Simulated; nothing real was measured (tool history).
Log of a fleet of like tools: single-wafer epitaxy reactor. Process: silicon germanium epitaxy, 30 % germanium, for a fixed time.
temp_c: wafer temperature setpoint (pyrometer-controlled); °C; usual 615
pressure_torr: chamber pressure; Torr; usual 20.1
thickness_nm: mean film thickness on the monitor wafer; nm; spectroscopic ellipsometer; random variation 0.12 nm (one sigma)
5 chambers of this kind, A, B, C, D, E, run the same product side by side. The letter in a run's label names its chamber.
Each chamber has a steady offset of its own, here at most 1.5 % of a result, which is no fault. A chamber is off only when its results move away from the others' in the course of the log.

run	hour	temp_c	pressure_torr	hours since the last pyrometer calibration	hours since the last manometer calibration	read-back reference wafer on the same gauge, thickness_nm	thickness_nm
1B	3.4	615	20.1	1102.7	298.4	63.887	77.176
2D	9.2	615	20.1	442.9	604.7	63.906	77.746
3E	15.6	615	20.1	598.1	581.1	63.867	77.639
4C	20.5	615	20.1	2692.4	1388.5	63.854	77.926
5A	25.6	615	20.1	1108.5	463.9	63.831	76.508
6C	29.3	615	20.1	2701.2	1397.3	63.858	77.630
7B	36.1	615	20.1	1135.4	331.1	63.811	76.996
8E	43.1	615	20.1	625.6	608.6	63.795	77.719
9D	47.5	615	20.1	481.2	643.0	63.790	77.539
10A	55.0	615	20.1	1137.9	493.3	63.799	76.325
11E	61.8	615	20.1	644.3	627.3	63.756	77.569
12C	66.5	615	20.1	2738.4	1434.5	63.712	77.545
13A	72.9	615	20.1	1155.8	511.2	63.712	76.305
14D	78.0	602	20.1	511.7	673.5	63.705	61.268
# hour 78.7: chamber C: pyrometer calibrated
15B	82.6	602	20.1	1181.9	377.6	63.705	60.904
16C	86.7	602	20.1	8.0	1454.7	63.697	61.288
17A	94.1	602	20.1	1177.0	532.4	63.679	60.506
18D	98.1	602	20.1	531.8	693.6	63.661	61.381
19B	103.8	615	20.1	1203.1	398.8	63.660	76.746
20E	109.0	615	20.1	691.5	674.5	63.654	77.491
21D	116.5	615	20.1	550.2	712.0	63.629	77.257
22E	122.7	615	20.1	705.2	688.2	63.619	77.290
23A	126.5	615	20.1	1209.4	564.8	63.584	76.217
24B	132.1	615	20.1	1231.4	427.1	63.584	76.731
25C	138.4	615	20.1	59.7	1506.4	63.599	77.419
26D	144.6	615	20.1	578.3	740.1	63.583	77.542
27A	149.4	615	20.1	1232.3	587.7	63.539	76.200
28C	153.8	615	20.1	75.1	1521.8	63.548	77.453
29B	157.2	615	20.1	1256.5	452.2	63.549	76.536
30E	163.3	615	16.6	745.8	728.8	63.502	71.614
31C	166.9	615	16.6	88.2	1534.9	63.511	71.610

What goes on in this fleet: one chamber off, a drifting gauge, or nothing beyond the chambers' own small offsets? Name the chamber and the cause, if any.

The gauge drifts, so all chambers seem to drift together. No chamber is off.
Cause: gauge reads low (%) = 0.636.
